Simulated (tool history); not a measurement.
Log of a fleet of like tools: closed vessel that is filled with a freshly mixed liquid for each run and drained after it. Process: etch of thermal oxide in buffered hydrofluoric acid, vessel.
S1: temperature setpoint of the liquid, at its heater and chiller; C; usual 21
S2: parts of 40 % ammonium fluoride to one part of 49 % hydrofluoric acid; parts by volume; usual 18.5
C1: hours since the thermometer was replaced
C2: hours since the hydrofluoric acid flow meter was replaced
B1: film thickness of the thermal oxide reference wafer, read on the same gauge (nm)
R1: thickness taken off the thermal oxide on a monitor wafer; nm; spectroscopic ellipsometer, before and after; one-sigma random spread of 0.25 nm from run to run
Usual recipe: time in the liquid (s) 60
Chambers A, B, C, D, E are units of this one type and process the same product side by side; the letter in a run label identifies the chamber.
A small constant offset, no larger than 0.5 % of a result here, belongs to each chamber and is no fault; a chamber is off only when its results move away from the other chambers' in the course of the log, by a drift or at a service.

run 1E hour=11.4 | S1=21 S2=18.5 time_in_the_liquid_(s)=60 | C1=513.5 C2=453.5 | B1=110 | R1=31.349
run 2B hour=19.2 | S1=21 S2=18.5 time_in_the_liquid_(s)=60 | C1=966.5 C2=1056.1 | B1=110.04 | R1=31.36
run 3A hour=25.3 | S1=21 S2=18.5 time_in_the_liquid_(s)=60 | C1=284.2 C2=313.2 | B1=109.99 | R1=31.39
-- hour=30.4 chamber B: thermometer replaced
run 4C hour=36.7 | S1=21 S2=18.5 time_in_the_liquid_(s)=60 | C1=383.4 C2=420.9 | B1=110.04 | R1=31.374
run 5D hour=44.3 | S1=21 S2=18.5 time_in_the_liquid_(s)=60 | C1=1501.2 C2=593.6 | B1=110.01 | R1=31.614
run 6D hour=52.2 | S1=21 S2=18.5 time_in_the_liquid_(s)=60 | C1=1509.1 C2=601.5 | B1=109.97 | R1=31.037
run 7E hour=63.7 | S1=21 S2=18.5 time_in_the_liquid_(s)=60 | C1=565.8 C2=505.8 | B1=110 | R1=32.147
run 8A hour=70 | S1=21 S2=18.5 time_in_the_liquid_(s)=60 | C1=328.9 C2=357.9 | B1=109.99 | R1=31.39
run 9B hour=77 | S1=21 S2=18.5 time_in_the_liquid_(s)=60 | C1=46.7 C2=1113.9 | B1=110.03 | R1=31.194
run 10C hour=84.3 | S1=21 S2=18.5 time_in_the_liquid_(s)=60 | C1=431 C2=468.5 | B1=110.06 | R1=30.937
-- hour=91.8 chamber D: hydrofluoric acid flow meter replaced
run 11C hour=95 | S1=21 S2=18.5 time_in_the_liquid_(s)=60 | C1=441.7 C2=479.2 | B1=109.98 | R1=30.858
run 12D hour=101.1 | S1=21 S2=18.5 time_in_the_liquid_(s)=60 | C1=1558 C2=9.4 | B1=109.99 | R1=31.209
run 13B hour=108.6 | S1=21 S2=18.5 time_in_the_liquid_(s)=60 | C1=78.3 C2=1145.5 | B1=110 | R1=31.278
run 14E hour=118.6 | S1=21 S2=18.5 time_in_the_liquid_(s)=60 | C1=620.7 C2=560.7 | B1=109.96 | R1=31.766
run 15A hour=126.5 | S1=21 S2=18.5 time_in_the_liquid_(s)=60 | C1=385.4 C2=414.4 | B1=110.03 | R1=31.369
run 16A hour=134.7 | S1=21 S2=18.5 time_in_the_liquid_(s)=60 | C1=393.6 C2=422.6 | B1=110 | R1=31.516
run 17C hour=145.3 | S1=21 S2=18.5 time_in_the_liquid_(s)=60 | C1=492 C2=529.5 | B1=110.02 | R1=31.474
run 18E hour=151 | S1=22.5 S2=18.5 time_in_the_liquid_(s)=60 | C1=653.1 C2=593.1 | B1=110.03 | R1=35.02
run 19B hour=160 | S1=22.5 S2=18.5 time_in_the_liquid_(s)=60 | C1=129.7 C2=1196.9 | B1=109.99 | R1=34.301
run 20D hour=171.1 | S1=22.5 S2=18.5 time_in_the_liquid_(s)=60 | C1=1628 C2=79.4 | B1=109.99 | R1=34.507
run 21B hour=180.5 | S1=22.5 S2=18.5 time_in_the_liquid_(s)=60 | C1=150.2 C2=1217.4 | B1=110.02 | R1=33.969
run 22A hour=186.3 | S1=22.5 S2=18.5 time_in_the_liquid_(s)=60 | C1=445.2 C2=474.2 | B1=110 | R1=33.615
run 23E hour=195.7 | S1=21 S2=18.5 time_in_the_liquid_(s)=60 | C1=697.8 C2=637.8 | B1=109.99 | R1=32.849
run 24D hour=207 | S1=19 S2=18.5 time_in_the_liquid_(s)=60 | C1=1663.9 C2=115.3 | B1=110.01 | R1=27.9
run 25C hour=214 | S1=19 S2=18.5 time_in_the_liquid_(s)=60 | C1=560.7 C2=598.2 | B1=110.01 | R1=27.88
run 26B hour=222.5 | S1=19 S2=18.5 time_in_the_liquid_(s)=60 | C1=192.2 C2=1259.4 | B1=110.01 | R1=27.91
run 27C hour=228 | S1=19 S2=18.5 time_in_the_liquid_(s)=60 | C1=574.7 C2=612.2 | B1=110.02 | R1=28.274
run 28A hour=236.6 | S1=19 S2=18.5 time_in_the_liquid_(s)=60 | C1=495.5 C2=524.5 | B1=110.02 | R1=27.827
run 29E hour=243 | S1=21 S2=18.5 time_in_the_liquid_(s)=60 | C1=745.1 C2=685.1 | B1=109.98 | R1=33.448
run 30D hour=249.7 | S1=21 S2=18.5 time_in_the_liquid_(s)=60 | C1=1706.6 C2=158 | B1=109.99 | R1=31.192
run 31D hour=256 | S1=21 S2=18.5 time_in_the_liquid_(s)=60 | C1=1712.9 C2=164.3 | B1=110 | R1=31.047
run 32E hour=264.9 | S1=21 S2=12 time_in_the_liquid_(s)=60 | C1=767 C2=707 | B1=109.96 | R1=50.414
run 33C hour=271.7 | S1=21 S2=12 time_in_the_liquid_(s)=60 | C1=618.4 C2=655.9 | B1=110 | R1=47.237
run 34A hour=278.3 | S1=21 S2=12 time_in_the_liquid_(s)=60 | C1=537.2 C2=566.2 | B1=110.02 | R1=47.74
run 35B hour=289.5 | S1=21 S2=12 time_in_the_liquid_(s)=60 | C1=259.2 C2=1326.4 | B1=109.97 | R1=48.118
run 36E hour=299 | S1=21 S2=12 time_in_the_liquid_(s)=60 | C1=801.1 C2=741.1 | B1=110.02 | R1=51.42

Decide between three cases: one chamber stands off from its peers, the gauge reading all wafers drifts, or nothing is wrong past each chamber's small offset. Where a chamber is off, say which and what most likely put it there.

One chamber, E, drifts off from the rest bit by bit.
What lies behind it: liquid hotter than its thermometer reads (K) = 1.45.
The log may not tell that from: hydrofluoric acid flow above the setpoint (%).

Here are 4 candidates for chamber E's next run, each the usual settings with a change, their results left as question marks. Which one brings its results back in line with what the others give on the usual settings?
Maximum distance from the other chambers' mean on the usual settings for a result to count as in line: R1 0.89 nm
run 37E-1 hour=307.9 | S1=19.5 S2=18.5 time_in_the_liquid_(s)=60 | R1=?
run 37E-2 hour=307.9 | S1=21.5 S2=17.5 time_in_the_liquid_(s)=65 | R1=?
run 37E-3 hour=307.9 | S1=21.5 S2=17.5 time_in_the_liquid_(s)=60 | R1=?
run 37E-4 hour=307.9 | S1=18.5 S2=18.5 time_in_the_liquid_(s)=60 | R1=?

Mean of the other chambers on the usual settings: R1 31.34 nm
run=37E-1 R1=31.134
run=37E-2 R1=39.846
run=37E-3 R1=36.781
run=37E-4 R1=29.406
37E-1 brings the chamber back in line.
